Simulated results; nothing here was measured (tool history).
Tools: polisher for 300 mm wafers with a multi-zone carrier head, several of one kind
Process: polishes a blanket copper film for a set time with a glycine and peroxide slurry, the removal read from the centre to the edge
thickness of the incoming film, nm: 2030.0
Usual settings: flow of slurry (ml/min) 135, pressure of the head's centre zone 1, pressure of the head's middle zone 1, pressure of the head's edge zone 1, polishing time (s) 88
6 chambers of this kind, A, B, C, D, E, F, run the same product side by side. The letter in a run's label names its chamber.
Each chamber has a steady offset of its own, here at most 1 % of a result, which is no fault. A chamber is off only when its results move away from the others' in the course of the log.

run	day	flow of slurry (ml/min)	pressure of the head's centre zone	pressure of the head's middle zone	pressure of the head's edge zone	polishing time (s)	wafers polished on this pad	hours since the slurry nozzle was cleaned	hours since the centre zone pressure was calibrated	hours since the edge zone pressure was calibrated	film removed at the wafer's centre (angstrom)	film removed at mid-radius (angstrom)	film removed at the wafer's edge (angstrom)
1C	0.146	135	1	1	1	88	841	648.7	442.6	322.8	4674.3	4680.1	4599.2
# day 0.171: chamber E: worn pad replaced by a new one
2D	0.325	135	1	1	1	88	371	659	631.3	577.1	4726.7	4621	4675.8
# day 0.346: chamber C: edge zone pressure recalibrated
3B	0.462	135	1	1	1	88	107	88.9	790.8	49.3	4589.5	4612.3	4619.3
# day 0.529: chamber A: worn pad replaced by a new one
4A	0.7	135	1	1	1	88	39	299.3	84.4	528.3	4706	4628.6	4667.7
5E	0.892	135	1	1	1	88	165	181.1	430.5	1126.8	4489.1	4485.2	4575.5
# day 0.908: chamber C: worn pad replaced by a new one
6F	1.088	135	1	1	1	88	1051	85.4	356.1	379.8	4725.3	4635.7	4635
7F	1.346	135	1	1	1	88	1110	91.6	362.3	386	4672.2	4571.3	4721.7
8B	1.479	135	1	1	1	88	339	113.3	815.2	73.7	4742.9	4686.5	4583.9
9E	1.7	170	0.93	1	1	88	350	200.5	449.9	1146.2	4571.7	4762.7	4705.9
10C	1.838	170	0.93	1	1	88	212	689.3	483.2	35.9	4462.4	4940.2	4755.9
11A	2.033	170	0.93	1	1	88	344	331.3	116.4	560.3	4471.4	4886.5	4818.3
12D	2.188	170	0.93	1	1	88	797	703.7	676	621.8	4421.9	4869	4765.4
# day 2.192: chamber F: worn pad replaced by a new one
# day 2.242: chamber D: worn pad replaced by a new one
13B	2.421	170	0.93	1	1	88	555	135.9	837.8	96.3	4436.3	4838.5	4704.9
# day 2.608: chamber E: worn pad replaced by a new one
14C	2.633	170	0.93	1	1	88	394	708.4	502.3	55	4533.3	4789.4	4814.2
15E	2.879	135	1	1.1	1	88	62	228.8	478.2	1174.5	4571.5	4937.9	4489.8
# day 2.908: chamber E: slurry nozzle cleaned
16F	3.046	135	1	1.1	1	88	195	132.4	403.1	426.8	4660.3	5020.2	4612.7
17D	3.212	135	1	1.1	1	88	222	728.3	700.6	646.4	4697.8	5182.8	4619.6
18A	3.346	135	1	1.1	1	88	644	362.8	147.9	591.8	4546.7	5018.9	4609.9
19A	3.504	135	1	1.1	1	88	680	366.6	151.7	595.6	4685.8	5076.7	4628.4
20B	3.712	135	1	1.1	1	88	850	166.9	868.8	127.3	4733.2	5030.6	4609.3
21D	3.9	135	1	1	1	88	380	744.8	717.1	662.9	4641	4675.9	4713.4
22C	4.046	135	1	1	1	88	717	742.3	536.2	88.9	4573.5	4603	4670.7
23F	4.238	135	1	0.94	1	61	467	161	431.7	455.4	3217.6	3052.2	3291.3
24E	4.388	135	1	0.94	1	61	407	35.5	514.4	1210.7	3161.2	3013.5	3124.5
# day 4.4: chamber D: slurry nozzle cleaned
25E	4.529	135	1	0.94	1	61	439	38.9	517.8	1214.1	3161.5	2959.1	3180.2
# day 4.725: chamber A: slurry nozzle cleaned
26D	4.8	135	1	0.94	1	61	585	9.6	738.7	684.5	3216.3	3022.9	3312
# day 4.942: chamber C: worn pad replaced by a new one
27F	4.946	135	1	0.94	1	61	629	178	448.7	472.4	3180.1	3021.6	3272
# day 5.025: chamber B: worn pad replaced by a new one
28C	5.121	135	1	0.94	1	61	41	768.1	562	114.7	3082.4	2960.7	3200.8
# day 5.129: chamber E: edge zone pressure recalibrated
29B	5.346	135	1	1	1	88	74	206.1	908	166.5	4734.9	4576.6	4560.2
30A	5.567	135	1	1	1	88	1151	20.3	201.2	645.1	4566	4585.7	4647.5
# day 5.621: chamber E: worn pad replaced by a new one
31D	5.721	135	1	1	1	88	796	31.7	760.8	706.6	4630.2	4589.3	4654.5
# day 5.871: chamber D: worn pad replaced by a new one
32B	5.917	135	1	1	1	88	204	219.8	921.7	180.2	4766.2	4674.3	4660.3
33C	6.042	135	1	1.05	1	88	251	790.2	584.1	136.8	4307.5	4921.6	4610.4
# day 6.125: chamber B: slurry nozzle cleaned
# day 6.196: chamber A: worn pad replaced by a new one
34E	6.212	135	1	1.05	1	88	136	79.3	558.2	26	4645.7	4739.2	4575.4
35A	6.446	135	1	1.05	1	88	58	41.4	222.3	666.2	4707.8	4839.8	4707.8
36F	6.612	135	1	1.05	1	88	1010	218	488.7	512.4	4589.9	4802.4	4631.5
37A	6.788	135	1	1.05	1	88	136	49.6	230.5	674.4	4720.3	4862.1	4619.9
38C	7.038	135	1	1.05	1	88	479	814.1	608	160.7	4327.2	4931.5	4670
39F	7.162	135	1	1	1	88	1136	231.2	501.9	525.6	4605.8	4572.5	4655.3
40B	7.404	135	1	1	1	88	544	30.8	957.4	215.9	4720	4653.2	4701.5
41D	7.608	135	1	1	1	88	397	77	806.1	751.9	4735.4	4681.7	4769.9
42E	7.775	135	1	1	1	88	493	116.8	595.7	63.5	4636.3	4567.4	4559.3

Is one chamber off against the others, does the gauge drift, or is nothing wrong? If a chamber is off, say which, and what the likeliest cause is.

Chamber C drifts away from the others.
Cause: centre zone's pressure below its setpoint, % = 8.35.

Here are 4 candidates for chamber C's next run, each the usual settings with a change, their results left as question marks. Which one brings its results back in line with what the others give on the usual settings?
In line means no further than this from the other chambers' mean on the usual settings: film removed at the wafer's centre (angstrom) 240; film removed at mid-radius (angstrom) 160; film removed at the wafer's edge (angstrom) 180
43C-1	7.975	145	1.17	0.95	0.95	90					?	?	?
43C-2	7.975	125	0.85	1.05	1.04	87					?	?	?
43C-3	7.975	140	1.08	0.98	0.98	89					?	?	?
43C-4	7.975	130	0.92	1.02	1.02	87					?	?	?

The other chambers' mean on the usual settings: film removed at the wafer's centre (angstrom) 4648.5; film removed at mid-radius (angstrom) 4622.5; film removed at the wafer's edge (angstrom) 4643.4
run	film removed at the wafer's centre (angstrom)	film removed at mid-radius (angstrom)	film removed at the wafer's edge (angstrom)
43C-1	5207.4	4568.6	4647.8
43C-2	3435.2	4708.4	4606.4
43C-3	4688.3	4620.3	4646.9
43C-4	3783.7	4620.4	4587.7
43C-3 brings the chamber back in line.
